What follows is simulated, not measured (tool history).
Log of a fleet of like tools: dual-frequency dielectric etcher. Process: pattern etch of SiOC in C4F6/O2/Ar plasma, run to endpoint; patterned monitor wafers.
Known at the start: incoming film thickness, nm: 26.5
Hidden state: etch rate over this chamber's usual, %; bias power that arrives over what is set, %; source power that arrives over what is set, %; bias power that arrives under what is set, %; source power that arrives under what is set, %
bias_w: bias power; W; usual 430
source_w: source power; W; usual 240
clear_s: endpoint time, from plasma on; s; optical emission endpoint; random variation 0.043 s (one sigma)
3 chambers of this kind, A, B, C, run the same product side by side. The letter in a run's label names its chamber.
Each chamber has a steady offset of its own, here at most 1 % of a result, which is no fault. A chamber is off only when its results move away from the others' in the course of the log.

run,hour,bias_w,source_w,hours since the last wet clean,hours since the last bias power generator calibration,hours since the last source power generator calibration,clear_s
1A,15.6,430,240,249.2,1491.5,803.2,11.442
2B,22.9,430,240,104.6,839.5,672.5,11.408
3C,37.3,430,240,329.2,2533.7,2825.4,11.479
4B,46.6,430,240,128.3,863.2,696.2,11.445
5A,56.7,430,240,290.3,1532.6,844.3,11.534
6C,64,430,240,355.9,2560.4,2852.1,11.462
7A,77.4,430,240,311,1553.3,865,11.515
8C,84.8,430,240,376.7,2581.2,2872.9,11.441
9B,97,430,240,178.7,913.6,746.6,11.354
# hour 101: chamber A: wet clean of the chamber
10A,111.8,430,290,10.9,1587.7,899.4,10.294
11B,124,430,290,205.7,940.6,773.6,10.567
12C,132.2,430,290,424.1,2628.6,2920.3,10.63
13C,142.1,430,240,434,2638.5,2930.2,11.485
14A,157.8,430,240,56.9,1633.7,945.4,11.022
15B,168,430,240,249.7,984.6,817.6,11.433
16B,175.4,430,240,257.1,992,825,11.437
17C,187.5,430,240,479.4,2683.9,2975.6,11.426
18A,197.7,430,240,96.8,1673.6,985.3,11.084
19A,213.5,526,200,112.6,1689.4,1001.1,10.972
20C,221.3,526,200,513.2,2717.7,3009.4,11.271

Is one chamber off against the others, does the gauge drift, or is nothing wrong? If a chamber is off, say which, and what the likeliest cause is.

A service left chamber A off against the others.
Cause: etch rate over this chamber's usual, % = 3.77.

Here are 4 candidates for chamber A's next run, each the usual settings with a change, their results left as question marks. Which one brings its results back in line with what the others give on the usual settings?
In line means no further than this from the other chambers' mean on the usual settings: clear_s 0.15 s
21A-1,233,435,240,,,,?
21A-2,233,449,250,,,,?
21A-3,233,425,240,,,,?
21A-4,233,411,230,,,,?

The other chambers' mean on the usual settings: clear_s 11.418 s
run,clear_s
21A-1,11.039
21A-2,10.745
21A-3,11.134
21A-4,11.454
21A-4 brings the chamber back in line.
